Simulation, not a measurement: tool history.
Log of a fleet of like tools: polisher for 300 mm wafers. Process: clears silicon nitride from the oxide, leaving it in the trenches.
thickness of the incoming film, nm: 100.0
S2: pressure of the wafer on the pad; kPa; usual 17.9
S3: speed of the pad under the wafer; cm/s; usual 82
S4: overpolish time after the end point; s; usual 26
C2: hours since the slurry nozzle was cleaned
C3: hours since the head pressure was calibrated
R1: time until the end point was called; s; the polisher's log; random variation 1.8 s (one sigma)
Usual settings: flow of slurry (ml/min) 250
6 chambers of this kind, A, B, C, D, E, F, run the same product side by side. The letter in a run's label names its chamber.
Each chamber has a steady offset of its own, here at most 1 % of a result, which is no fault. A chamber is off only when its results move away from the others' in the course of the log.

At hour 8.2: chamber E: worn pad replaced by a new one.
Run 1D, hour 9.0: usual settings; wafers polished on this pad 478; C2 618.2; C3 448.3. Result: R1 160.29 s.
Run 2B, hour 18.2: usual settings; wafers polished on this pad 620; C2 108.4; C3 485.0. Result: R1 158.32 s.
At hour 20.7: chamber B: worn pad replaced by a new one.
At hour 25.2: chamber F: worn pad replaced by a new one.
Run 3E, hour 27.9: usual settings; wafers polished on this pad 134; C2 275.0; C3 46.8. Result: R1 158.03 s.
Run 4A, hour 34.7: usual settings; wafers polished on this pad 485; C2 386.4; C3 363.1. Result: R1 160.12 s.
At hour 37.2: chamber D: worn pad replaced by a new one.
Run 5C, hour 40.3: usual settings; wafers polished on this pad 448; C2 287.7; C3 861.9. Result: R1 155.78 s.
At hour 43.8: chamber F: head pressure recalibrated.
Run 6F, hour 46.3: usual settings; wafers polished on this pad 143; C2 234.8; C3 2.5. Result: R1 156.70 s.
Run 7C, hour 52.2: usual settings; wafers polished on this pad 529; C2 299.6; C3 873.8. Result: R1 155.86 s.
Run 8F, hour 57.5: usual settings; wafers polished on this pad 219; C2 246.0; C3 13.7. Result: R1 159.13 s.
Run 9B, hour 62.3: usual settings but flow of slurry (ml/min) 205, S4 11 s; wafers polished on this pad 283; C2 152.5; C3 529.1. Result: R1 160.35 s.
At hour 68.7: chamber C: worn pad replaced by a new one.
Run 10A, hour 69.8: usual settings but flow of slurry (ml/min) 205, S4 11 s; wafers polished on this pad 724; C2 421.5; C3 398.2. Result: R1 165.79 s.
Run 11D, hour 75.4: usual settings but flow of slurry (ml/min) 205, S4 11 s; wafers polished on this pad 260; C2 684.6; C3 514.7. Result: R1 162.68 s.
Run 12E, hour 80.7: usual settings but flow of slurry (ml/min) 205, S4 11 s; wafers polished on this pad 493; C2 327.8; C3 99.6. Result: R1 162.30 s.
Run 13F, hour 85.2: usual settings but flow of slurry (ml/min) 205, S4 11 s; wafers polished on this pad 408; C2 273.7; C3 41.4. Result: R1 163.42 s.
Run 14A, hour 90.7: usual settings but flow of slurry (ml/min) 205, S4 11 s; wafers polished on this pad 866; C2 442.4; C3 419.1. Result: R1 163.57 s.
At hour 98.3: chamber F: worn pad replaced by a new one.
Run 15B, hour 99.7: usual settings; wafers polished on this pad 537; C2 189.9; C3 566.5. Result: R1 160.85 s.
Run 16E, hour 108.4: usual settings; wafers polished on this pad 682; C2 355.5; C3 127.3. Result: R1 155.77 s.
Run 17D, hour 115.0: usual settings; wafers polished on this pad 529; C2 724.2; C3 554.3. Result: R1 157.67 s.
Run 18C, hour 120.5: usual settings; wafers polished on this pad 352; C2 367.9; C3 942.1. Result: R1 158.75 s.
Run 19F, hour 128.4: usual settings; wafers polished on this pad 205; C2 316.9; C3 84.6. Result: R1 158.60 s.
At hour 129.3: chamber B: worn pad replaced by a new one.
Run 20A, hour 137.7: usual settings but S3 110 cm/s, S4 21 s; wafers polished on this pad 1186; C2 489.4; C3 466.1. Result: R1 118.77 s.
At hour 140.8: chamber D: worn pad replaced by a new one.
Run 21C, hour 144.2: usual settings but S3 110 cm/s, S4 21 s; wafers polished on this pad 513; C2 391.6; C3 965.8. Result: R1 116.79 s.
At hour 144.8: chamber C: worn pad replaced by a new one.
Run 22E, hour 153.0: usual settings but S3 110 cm/s, S4 21 s; wafers polished on this pad 985; C2 400.1; C3 171.9. Result: R1 119.83 s.
At hour 159.5: chamber A: worn pad replaced by a new one.
Run 23D, hour 161.5: usual settings but S3 110 cm/s, S4 21 s; wafers polished on this pad 141; C2 770.7; C3 600.8. Result: R1 123.82 s.
Run 24B, hour 166.3: usual settings but S3 110 cm/s, S4 21 s; wafers polished on this pad 251; C2 256.5; C3 633.1. Result: R1 120.87 s.
At hour 166.6: chamber E: worn pad replaced by a new one.
At hour 167.0: chamber C: head pressure recalibrated.
Run 25D, hour 172.9: usual settings but S3 110 cm/s, S4 21 s; wafers polished on this pad 218; C2 782.1; C3 612.2. Result: R1 121.98 s.
At hour 177.4: chamber F: worn pad replaced by a new one.
Run 26B, hour 182.2: usual settings; wafers polished on this pad 359; C2 272.4; C3 649.0. Result: R1 162.25 s.
Run 27F, hour 189.7: usual settings; wafers polished on this pad 84; C2 378.2; C3 145.9. Result: R1 159.52 s.
Run 28A, hour 198.9: usual settings; wafers polished on this pad 268; C2 550.6; C3 527.3. Result: R1 160.10 s.
Run 29E, hour 207.6: usual settings; wafers polished on this pad 279; C2 454.7; C3 226.5. Result: R1 160.88 s.
Run 30C, hour 213.3: usual settings; wafers polished on this pad 466; C2 460.7; C3 46.4. Result: R1 158.39 s.
At hour 215.8: chamber F: slurry nozzle cleaned.
Run 31C, hour 222.3: usual settings; wafers polished on this pad 527; C2 469.7; C3 55.4. Result: R1 156.09 s.
Run 32D, hour 226.7: usual settings; wafers polished on this pad 584; C2 835.9; C3 666.0. Result: R1 167.33 s.
At hour 227.0: chamber B: worn pad replaced by a new one.
At hour 233.2: chamber C: worn pad replaced by a new one.
Run 33A, hour 233.5: usual settings; wafers polished on this pad 503; C2 585.2; C3 561.9. Result: R1 159.27 s.
At hour 236.1: chamber D: worn pad replaced by a new one.
Run 34B, hour 242.7: usual settings; wafers polished on this pad 106; C2 332.9; C3 709.5. Result: R1 163.32 s.
At hour 243.1: chamber E: head pressure recalibrated.
Run 35E, hour 251.0: usual settings; wafers polished on this pad 574; C2 498.1; C3 7.9. Result: R1 158.15 s.
Run 36F, hour 260.1: usual settings; wafers polished on this pad 562; C2 44.3; C3 216.3. Result: R1 158.09 s.
At hour 267.8: chamber F: worn pad replaced by a new one.
Run 37F, hour 268.4: usual settings; wafers polished on this pad 4; C2 52.6; C3 224.6. Result: R1 159.77 s.
Run 38B, hour 277.8: usual settings; wafers polished on this pad 345; C2 368.0; C3 744.6. Result: R1 160.40 s.
At hour 284.6: chamber C: slurry nozzle cleaned.
Run 39D, hour 285.5: usual settings; wafers polished on this pad 336; C2 894.7; C3 724.8. Result: R1 170.82 s.
Run 40E, hour 294.4: usual settings; wafers polished on this pad 869; C2 541.5; C3 51.3. Result: R1 158.82 s.
Run 41A, hour 298.6: usual settings; wafers polished on this pad 946; C2 650.3; C3 627.0. Result: R1 162.39 s.
At hour 299.1: chamber E: slurry nozzle cleaned.
Run 42C, hour 306.7: usual settings but S2 21.4 kPa, S4 38 s; wafers polished on this pad 500; C2 22.1; C3 139.8. Result: R1 133.71 s.
Run 43A, hour 313.5: usual settings but S2 21.4 kPa, S4 38 s; wafers polished on this pad 1047; C2 665.2; C3 641.9. Result: R1 133.94 s.
Run 44E, hour 320.7: usual settings but S2 21.4 kPa, S4 38 s; wafers polished on this pad 1048; C2 21.6; C3 77.6. Result: R1 132.49 s.

What goes on in this fleet: one chamber off, a drifting gauge, or nothing beyond the chambers' own small offsets? Name the chamber and the cause, if any.

Chamber D drifts away from the others.
Cause: head's pressure below its setpoint, % = 8.43.

Here are 4 candidates for chamber D's next run, each the usual settings with a change, their results left as question marks. Which one brings its results back in line with what the others give on the usual settings?
In line means no further than this from the other chambers' mean on the usual settings: R1 6.20 s
Run 45D-1, hour 327.8: usual settings but S2 16.5 kPa, S3 76 cm/s. Result: R1 ?.
Run 45D-2, hour 327.8: usual settings but S2 17.2 kPa, S3 78 cm/s. Result: R1 ?.
Run 45D-3, hour 327.8: usual settings but S2 18.6 kPa, S3 86 cm/s. Result: R1 ?.
Run 45D-4, hour 327.8: usual settings but flow of slurry (ml/min) 255, S2 19.3 kPa, S3 90 cm/s. Result: R1 ?.

The other chambers' mean on the usual settings: R1 159.20 s
  run      R1
45D-1  206.52
45D-2  193.13
45D-3  162.24
45D-4  149.19
45D-3 brings the chamber back in line.
